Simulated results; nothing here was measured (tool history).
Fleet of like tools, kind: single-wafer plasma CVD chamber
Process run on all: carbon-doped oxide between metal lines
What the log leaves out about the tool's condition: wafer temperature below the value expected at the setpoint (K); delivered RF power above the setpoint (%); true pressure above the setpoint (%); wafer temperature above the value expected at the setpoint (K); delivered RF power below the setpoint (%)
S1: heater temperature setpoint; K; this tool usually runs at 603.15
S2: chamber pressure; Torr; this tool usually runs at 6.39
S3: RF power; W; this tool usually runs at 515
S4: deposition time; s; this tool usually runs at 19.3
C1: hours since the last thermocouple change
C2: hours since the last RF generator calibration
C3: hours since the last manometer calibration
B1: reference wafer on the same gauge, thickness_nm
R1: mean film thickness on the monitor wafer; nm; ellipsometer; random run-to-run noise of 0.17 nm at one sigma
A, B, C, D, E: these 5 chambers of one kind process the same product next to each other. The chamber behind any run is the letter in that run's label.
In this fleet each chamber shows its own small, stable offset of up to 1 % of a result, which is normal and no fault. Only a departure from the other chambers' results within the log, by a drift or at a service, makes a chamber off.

run	hour	S1	S2	S3	S4	C1	C2	C3	B1	R1
1B	7.7	603.15	6.39	515	19.3	653.3	2064.5	2030.8	113.05	111.64
2E	21.2	603.15	6.39	515	19.3	817.1	882.5	1545	113.08	111.56
3A	36.1	603.15	6.39	515	19.3	102.7	735.2	1794.9	113.13	110.32
4C	43.8	603.15	6.39	515	19.3	623.7	1611.2	1000.8	113.09	112.36
# hour 47.5: chamber B: RF generator calibrated
5D	53.1	603.15	6.39	515	19.3	551.1	1952.3	71.4	113.19	110.8
# hour 60.6: chamber D: RF generator calibrated
6D	61.3	603.15	6.39	515	19.3	559.3	0.7	79.6	113.16	111.35
7C	72.2	603.15	6.39	515	19.3	652.1	1639.6	1029.2	113.16	112.16
8A	83.6	603.15	6.39	515	19.3	150.2	782.7	1842.4	113.16	110.45
9E	91.7	603.15	6.39	515	19.3	887.6	953	1615.5	113.17	111.68
10B	105.8	603.15	6.39	515	19.3	751.4	58.4	2128.9	113.19	111.63
# hour 116.2: chamber B: capacitance manometer re-zeroed and calibrated
11B	120.5	603.15	6.39	515	19.3	766.1	73.1	4.4	113.26	111.87
12C	132.9	603.15	6.39	515	19.3	712.8	1700.3	1089.9	113.28	112.08
13E	145.2	610.15	4.98	515	19.3	941.1	1006.5	1669	113.3	106.01
14A	154.3	610.15	4.98	515	19.3	220.9	853.4	1913.1	113.34	104.88
15D	162.2	610.15	4.98	515	19.3	660.2	101.6	180.5	113.34	105.65
16C	172.4	610.15	4.98	515	19.3	752.3	1739.8	1129.4	113.34	106.74
17D	180.2	610.15	4.98	515	19.3	678.2	119.6	198.5	113.38	105.88
18B	191.2	603.15	6.39	515	19.3	836.8	143.8	75.1	113.4	111.8
19E	198.6	603.15	6.39	515	19.3	994.5	1059.9	1722.4	113.47	111.81
20A	206.2	603.15	6.39	515	19.3	272.8	905.3	1965	113.45	110.65
# hour 210.2: chamber E: capacitance manometer re-zeroed and calibrated
21A	219.5	613.15	6.39	515	19.3	286.1	918.6	1978.3	113.46	107.02
22B	226	613.15	6.39	515	19.3	871.6	178.6	109.9	113.48	108.58
23D	233.8	613.15	6.39	515	19.3	731.8	173.2	252.1	113.51	108.06
24E	248.7	613.15	6.39	515	19.3	1044.6	1110	38.6	113.53	108.19
25C	258.5	613.15	6.39	515	19.3	838.4	1825.9	1215.5	113.59	108.82
26B	266.9	603.15	6.39	515	19.3	912.5	219.5	150.8	113.53	112.08
27E	280.1	603.15	6.39	470	19.3	1076	1141.4	70	113.57	105.76
28A	294.1	603.15	6.39	470	19.3	360.7	993.2	2052.9	113.6	104.83
29D	301.3	603.15	6.39	470	19.3	799.3	240.7	319.6	113.64	105.59
30C	308.3	603.15	6.39	470	19.3	888.2	1875.7	1265.3	113.62	106.24
31E	322.6	603.15	6.39	470	19.3	1118.5	1183.9	112.5	113.65	106.05
32A	330.2	603.15	6.39	515	19.3	396.8	1029.3	2089	113.7	111.24
33D	337.8	603.15	5.46	515	19.3	835.8	277.2	356.1	113.7	110.04

Predict what each chamber gives when all 5 of them run the settings below next.
34A	348.5	603.15	6.39	515	19.3					?
34B	348.5	603.15	6.39	515	19.3					?
34C	348.5	603.15	6.39	515	19.3					?
34D	348.5	603.15	6.39	515	19.3					?
34E	348.5	603.15	6.39	515	19.3					?

run	R1
34A	111.29
34B	112.39
34C	112.67
34D	111.99
34E	112.13
